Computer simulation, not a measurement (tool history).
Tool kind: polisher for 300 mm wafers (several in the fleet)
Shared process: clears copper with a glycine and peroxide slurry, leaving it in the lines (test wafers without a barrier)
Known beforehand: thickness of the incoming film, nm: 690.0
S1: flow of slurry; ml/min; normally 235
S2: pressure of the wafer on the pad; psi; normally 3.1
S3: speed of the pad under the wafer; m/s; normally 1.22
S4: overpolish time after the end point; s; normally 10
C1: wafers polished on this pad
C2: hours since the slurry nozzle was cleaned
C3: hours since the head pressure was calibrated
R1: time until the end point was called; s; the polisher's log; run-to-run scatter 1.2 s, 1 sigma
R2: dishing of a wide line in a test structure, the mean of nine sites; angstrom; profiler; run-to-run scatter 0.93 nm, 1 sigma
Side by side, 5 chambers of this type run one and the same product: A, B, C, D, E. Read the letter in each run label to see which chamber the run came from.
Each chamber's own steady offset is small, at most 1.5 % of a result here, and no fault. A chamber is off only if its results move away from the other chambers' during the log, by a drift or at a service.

Run 1B, day 0.208: usual settings; C1 491; C2 362.3; C3 106.5. Result: R1 107.200 s, R2 425.59 angstrom.
At day 0.362: chamber B: slurry nozzle cleaned.
Run 2A, day 0.488: usual settings; C1 386; C2 137.3; C3 113.6. Result: R1 105.840 s, R2 443.23 angstrom.
Run 3D, day 0.642: usual settings; C1 545; C2 210.2; C3 83.5. Result: R1 107.720 s, R2 440.64 angstrom.
At day 0.767: chamber D: worn pad replaced by a new one.
Run 4E, day 0.942: usual settings; C1 573; C2 352.0; C3 174.5. Result: R1 107.590 s, R2 422.41 angstrom.
Run 5C, day 1.175: usual settings; C1 396; C2 75.0; C3 272.3. Result: R1 108.280 s, R2 432.98 angstrom.
At day 1.258: chamber E: worn pad replaced by a new one.
Run 6E, day 1.492: usual settings; C1 55; C2 365.2; C3 187.7. Result: R1 107.610 s, R2 428.14 angstrom.
Run 7C, day 1.667: usual settings; C1 512; C2 86.8; C3 284.1. Result: R1 104.300 s, R2 428.80 angstrom.
Run 8A, day 1.850: usual settings; C1 705; C2 170.0; C3 146.3. Result: R1 106.460 s, R2 428.02 angstrom.
Run 9B, day 2.062: usual settings but S2 2.8 psi; C1 926; C2 40.8; C3 151.0. Result: R1 119.270 s, R2 389.09 angstrom.
Run 10D, day 2.292: usual settings but S2 2.8 psi; C1 358; C2 249.8; C3 123.1. Result: R1 116.490 s, R2 420.67 angstrom.
Run 11C, day 2.567: usual settings but S2 2.8 psi; C1 722; C2 108.4; C3 305.7. Result: R1 114.480 s, R2 403.82 angstrom.
Run 12E, day 2.704: usual settings but S2 2.8 psi; C1 339; C2 394.3; C3 216.8. Result: R1 116.820 s, R2 404.83 angstrom.
Run 13B, day 2.983: usual settings but S2 2.8 psi; C1 1141; C2 62.9; C3 173.1. Result: R1 117.750 s, R2 410.14 angstrom.
At day 2.996: chamber A: worn pad replaced by a new one.
Run 14A, day 3.167: usual settings but S3 0.84 m/s, S4 12 s; C1 40; C2 201.6; C3 177.9. Result: R1 147.320 s, R2 373.22 angstrom.
Run 15D, day 3.458: usual settings but S3 0.84 m/s, S4 12 s; C1 631; C2 277.8; C3 151.1. Result: R1 148.700 s, R2 387.83 angstrom.
At day 3.475: chamber B: worn pad replaced by a new one.
Run 16A, day 3.700: usual settings but S3 0.84 m/s, S4 12 s; C1 165; C2 214.4; C3 190.7. Result: R1 147.520 s, R2 386.25 angstrom.
Run 17C, day 3.917: usual settings but S3 0.84 m/s, S4 12 s; C1 1039; C2 140.8; C3 338.1. Result: R1 148.230 s, R2 387.57 angstrom.
At day 3.929: chamber C: worn pad replaced by a new one.
At day 3.975: chamber D: worn pad replaced by a new one.
At day 4.079: chamber E: worn pad replaced by a new one.
Run 18B, day 4.167: usual settings but S3 0.84 m/s, S4 12 s; C1 162; C2 91.3; C3 201.5. Result: R1 147.050 s, R2 389.78 angstrom.
Run 19D, day 4.317: usual settings; C1 80; C2 298.4; C3 171.7. Result: R1 109.380 s, R2 412.49 angstrom.
Run 20E, day 4.471: usual settings but S2 4.2 psi; C1 91; C2 436.7; C3 259.2. Result: R1 81.737 s, R2 542.82 angstrom.
Run 21B, day 4.679: usual settings but S2 4.2 psi; C1 282; C2 103.6; C3 213.8. Result: R1 82.593 s, R2 551.13 angstrom.
Run 22D, day 4.854: usual settings but S2 4.2 psi; C1 206; C2 311.3; C3 184.6. Result: R1 85.614 s, R2 529.30 angstrom.
Run 23A, day 5.021: usual settings but S2 4.2 psi; C1 474; C2 246.1; C3 222.4. Result: R1 80.909 s, R2 555.15 angstrom.
Run 24E, day 5.271: usual settings but S2 4.2 psi; C1 279; C2 455.9; C3 278.4. Result: R1 81.461 s, R2 545.08 angstrom.
Run 25C, day 5.538: usual settings; C1 377; C2 179.7; C3 377.0. Result: R1 107.580 s, R2 438.56 angstrom.
Run 26C, day 5.683: usual settings; C1 411; C2 183.2; C3 380.5. Result: R1 107.320 s, R2 445.35 angstrom.
Run 27D, day 5.950: usual settings; C1 462; C2 337.6; C3 210.9. Result: R1 110.800 s, R2 428.05 angstrom.
Run 28B, day 6.150: usual settings; C1 626; C2 138.9; C3 249.1. Result: R1 107.640 s, R2 433.48 angstrom.
Run 29A, day 6.312: usual settings; C1 777; C2 277.1; C3 253.4. Result: R1 106.250 s, R2 441.29 angstrom.
Run 30E, day 6.567: usual settings; C1 583; C2 487.0; C3 309.5. Result: R1 106.040 s, R2 429.34 angstrom.
At day 6.575: chamber D: worn pad replaced by a new one.
Run 31C, day 6.775: usual settings; C1 667; C2 209.4; C3 406.7. Result: R1 107.320 s, R2 438.41 angstrom.
At day 6.788: chamber A: worn pad replaced by a new one.
At day 6.950: chamber C: slurry nozzle cleaned.
Run 32B, day 6.958: usual settings; C1 816; C2 158.3; C3 268.5. Result: R1 107.720 s, R2 413.41 angstrom.
Run 33D, day 7.125: usual settings; C1 128; C2 365.8; C3 239.1. Result: R1 118.170 s, R2 419.64 angstrom.
At day 7.162: chamber E: worn pad replaced by a new one.
Run 34A, day 7.392: usual settings; C1 142; C2 303.0; C3 279.3. Result: R1 106.880 s, R2 423.29 angstrom.
Run 35E, day 7.608: usual settings; C1 104; C2 512.0; C3 334.5. Result: R1 106.130 s, R2 422.74 angstrom.
Run 36C, day 7.883: usual settings; C1 927; C2 22.4; C3 433.3. Result: R1 108.040 s, R2 446.63 angstrom.
Run 37B, day 8.038: usual settings; C1 1069; C2 184.2; C3 294.4. Result: R1 106.240 s, R2 433.30 angstrom.
Run 38D, day 8.246: usual settings but S1 185 ml/min, S4 7 s; C1 391; C2 392.7; C3 266.0. Result: R1 122.840 s, R2 282.94 angstrom.
Run 39E, day 8.554: usual settings but S1 185 ml/min, S4 7 s; C1 326; C2 534.7; C3 357.2. Result: R1 107.750 s, R2 313.51 angstrom.

Read the log: is a single chamber off, either drifting away or since a service, is the gauge that measures every chamber drifting, or is nothing wrong beyond small per-chamber offsets? Name any odd chamber and what most likely caused it.

It is chamber D that slowly wanders off from its peers.
Cause: head's pressure below its setpoint, % = 11.5.

Below are 4 candidate recipes for chamber D's next run, each the usual settings with a change, their results shown as question marks. Which of them brings D's results back in line with what the other chambers give on the usual settings?
In line here means within this much of the mean the other chambers give on the usual settings: R1 4.100 s; R2 32.00 angstrom
Run 40D-1, day 8.779: usual settings but S2 2.9 psi, S3 1.14 m/s. Result: R1 ?, R2 ?.
Run 40D-2, day 8.779: usual settings but S2 3.0 psi, S3 1.20 m/s. Result: R1 ?, R2 ?.
Run 40D-3, day 8.779: usual settings but S2 3.2 psi, S3 1.24 m/s. Result: R1 ?, R2 ?.
Run 40D-4, day 8.779: usual settings but S2 3.3 psi, S3 1.30 m/s. Result: R1 ?, R2 ?.

What the other chambers average on the usual settings: R1 106.930 s; R2 434.07 angstrom
  run       R1      R2
40D-1  132.150  366.45
40D-2  123.020  389.68
40D-3  113.200  418.69
40D-4  105.830  443.06
40D-4 brings the chamber back in line.

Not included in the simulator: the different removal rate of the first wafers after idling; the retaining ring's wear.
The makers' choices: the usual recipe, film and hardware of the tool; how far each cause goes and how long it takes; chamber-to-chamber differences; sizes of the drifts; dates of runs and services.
